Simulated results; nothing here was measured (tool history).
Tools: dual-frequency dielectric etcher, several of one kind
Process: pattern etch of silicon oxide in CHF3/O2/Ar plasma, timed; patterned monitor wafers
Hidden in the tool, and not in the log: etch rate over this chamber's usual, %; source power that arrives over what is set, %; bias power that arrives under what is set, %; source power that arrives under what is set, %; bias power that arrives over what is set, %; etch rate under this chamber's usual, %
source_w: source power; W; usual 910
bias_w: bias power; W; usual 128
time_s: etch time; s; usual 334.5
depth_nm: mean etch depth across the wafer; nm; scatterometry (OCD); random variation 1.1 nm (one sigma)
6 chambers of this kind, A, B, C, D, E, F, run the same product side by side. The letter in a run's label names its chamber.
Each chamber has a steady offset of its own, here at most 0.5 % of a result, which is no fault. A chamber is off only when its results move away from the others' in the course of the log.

| run | hour | source_w | bias_w | time_s | hours since the last wet clean | hours since the last source power generator calibration | hours since the last bias power generator calibration | read-back reference wafer on the same gauge, depth_nm | depth_nm |
|---|---|---|---|---|---|---|---|---|---|
| 1B | 5.4 | 910 | 128 | 334.5 | 307.4 | 3448.0 | 2090.1 | 623.99 | 695.31 |
| 2C | 12.0 | 910 | 128 | 334.5 | 208.8 | 1909.9 | 3103.9 | 624.18 | 696.98 |
| 3A | 21.5 | 910 | 128 | 334.5 | 214.0 | 137.8 | 2750.5 | 624.18 | 699.54 |
| 4D | 32.5 | 910 | 128 | 334.5 | 247.1 | 3671.8 | 2961.7 | 624.36 | 701.38 |
| 5F | 38.1 | 910 | 128 | 334.5 | 140.0 | 154.5 | 518.6 | 624.57 | 695.80 |
| 6E | 48.9 | 910 | 156 | 334.5 | 94.7 | 1559.3 | 71.3 | 624.54 | 742.88 |
| 7A | 59.2 | 910 | 156 | 334.5 | 251.7 | 175.5 | 2788.2 | 624.83 | 743.92 |
| 8C | 68.8 | 910 | 156 | 334.5 | 265.6 | 1966.7 | 3160.7 | 624.73 | 741.22 |
| 9B | 79.6 | 910 | 156 | 334.5 | 381.6 | 3522.2 | 2164.3 | 624.86 | 743.35 |
| 10D | 89.7 | 910 | 156 | 334.5 | 304.3 | 3729.0 | 3018.9 | 625.09 | 744.56 |
| 11E | 95.6 | 910 | 156 | 334.5 | 141.4 | 1606.0 | 118.0 | 624.90 | 742.88 |
|  | 96.7 | chamber D: source power generator calibrated |
| 12F | 101.7 | 910 | 128 | 334.5 | 203.6 | 218.1 | 582.2 | 625.48 | 694.70 |
| 13F | 111.7 | 910 | 128 | 334.5 | 213.6 | 228.1 | 592.2 | 625.13 | 695.87 |
| 14D | 118.3 | 910 | 128 | 334.5 | 332.9 | 21.7 | 3047.5 | 625.33 | 699.91 |
| 15A | 125.2 | 910 | 128 | 334.5 | 317.7 | 241.5 | 2854.2 | 625.45 | 699.24 |
| 16C | 135.4 | 910 | 128 | 334.5 | 332.2 | 2033.3 | 3227.3 | 625.51 | 697.69 |
| 17B | 145.3 | 910 | 128 | 334.5 | 447.3 | 3587.9 | 2230.0 | 625.49 | 699.27 |
|  | 148.3 | chamber C: source power generator calibrated |
| 18E | 152.7 | 910 | 128 | 334.5 | 198.5 | 1663.1 | 175.1 | 625.48 | 700.09 |
|  | 155.1 | chamber A: bias power generator calibrated |
| 19B | 158.6 | 910 | 128 | 334.5 | 460.6 | 3601.2 | 2243.3 | 625.74 | 699.58 |
| 20D | 168.7 | 910 | 147 | 334.5 | 383.3 | 72.1 | 3097.9 | 625.50 | 732.06 |
| 21E | 174.9 | 910 | 147 | 334.5 | 220.7 | 1685.3 | 197.3 | 625.87 | 729.62 |
| 22C | 183.8 | 910 | 147 | 334.5 | 380.6 | 35.6 | 3275.7 | 626.12 | 728.75 |
| 23F | 190.4 | 910 | 147 | 334.5 | 292.3 | 306.8 | 670.9 | 625.97 | 727.79 |
| 24A | 195.8 | 910 | 147 | 334.5 | 388.3 | 312.1 | 40.7 | 626.30 | 731.93 |
|  | 195.9 | chamber A: wet clean of the chamber |
| 25F | 203.6 | 910 | 147 | 334.5 | 305.5 | 320.0 | 684.1 | 626.10 | 729.54 |
| 26E | 209.1 | 910 | 128 | 334.5 | 254.9 | 1719.5 | 231.5 | 626.22 | 699.46 |
| 27C | 216.0 | 910 | 128 | 334.5 | 412.8 | 67.8 | 3307.9 | 626.33 | 698.82 |
| 28A | 221.1 | 910 | 128 | 334.5 | 25.3 | 337.4 | 66.0 | 626.50 | 702.06 |
| 29D | 230.8 | 910 | 128 | 334.5 | 445.4 | 134.2 | 3160.0 | 626.41 | 700.85 |
| 30B | 240.9 | 910 | 144 | 253.0 | 542.9 | 3683.5 | 2325.6 | 626.81 | 547.28 |
| 31E | 250.5 | 910 | 144 | 253.0 | 296.3 | 1760.9 | 272.9 | 626.83 | 548.09 |
| 32C | 258.4 | 910 | 144 | 253.0 | 455.2 | 110.2 | 3350.3 | 626.61 | 548.76 |
| 33F | 267.8 | 910 | 144 | 253.0 | 369.7 | 384.2 | 748.3 | 627.02 | 548.76 |
| 34A | 275.3 | 910 | 144 | 253.0 | 79.5 | 391.6 | 120.2 | 627.11 | 550.65 |
| 35D | 283.2 | 910 | 144 | 253.0 | 497.8 | 186.6 | 3212.4 | 627.00 | 550.90 |
|  | 289.0 | chamber B: wet clean of the chamber |
| 36B | 291.2 | 910 | 128 | 334.5 | 2.2 | 3733.8 | 2375.9 | 627.06 | 700.89 |
| 37F | 300.6 | 910 | 128 | 334.5 | 402.5 | 417.0 | 781.1 | 627.17 | 700.31 |
| 38C | 308.8 | 910 | 110 | 425.0 | 505.6 | 160.6 | 3400.7 | 627.42 | 850.08 |
| 39E | 314.3 | 910 | 110 | 425.0 | 360.1 | 1824.7 | 336.7 | 627.30 | 852.43 |
| 40A | 320.8 | 910 | 110 | 425.0 | 125.0 | 437.1 | 165.7 | 627.39 | 855.89 |
| 41B | 329.9 | 910 | 110 | 425.0 | 40.9 | 3772.5 | 2414.6 | 627.68 | 851.11 |
|  | 332.7 | chamber D: wet clean of the chamber |
| 42D | 338.6 | 910 | 110 | 425.0 | 6.0 | 242.0 | 3267.8 | 627.50 | 852.07 |
| 43E | 346.6 | 910 | 110 | 425.0 | 392.4 | 1857.0 | 369.0 | 627.78 | 851.99 |

Is one chamber off against the others, does the gauge drift, or is nothing wrong? If a chamber is off, say which, and what the likeliest cause is.

The gauge drifts, so all chambers seem to drift together. No chamber is off.
Cause: gauge reads high (%) = 0.621.
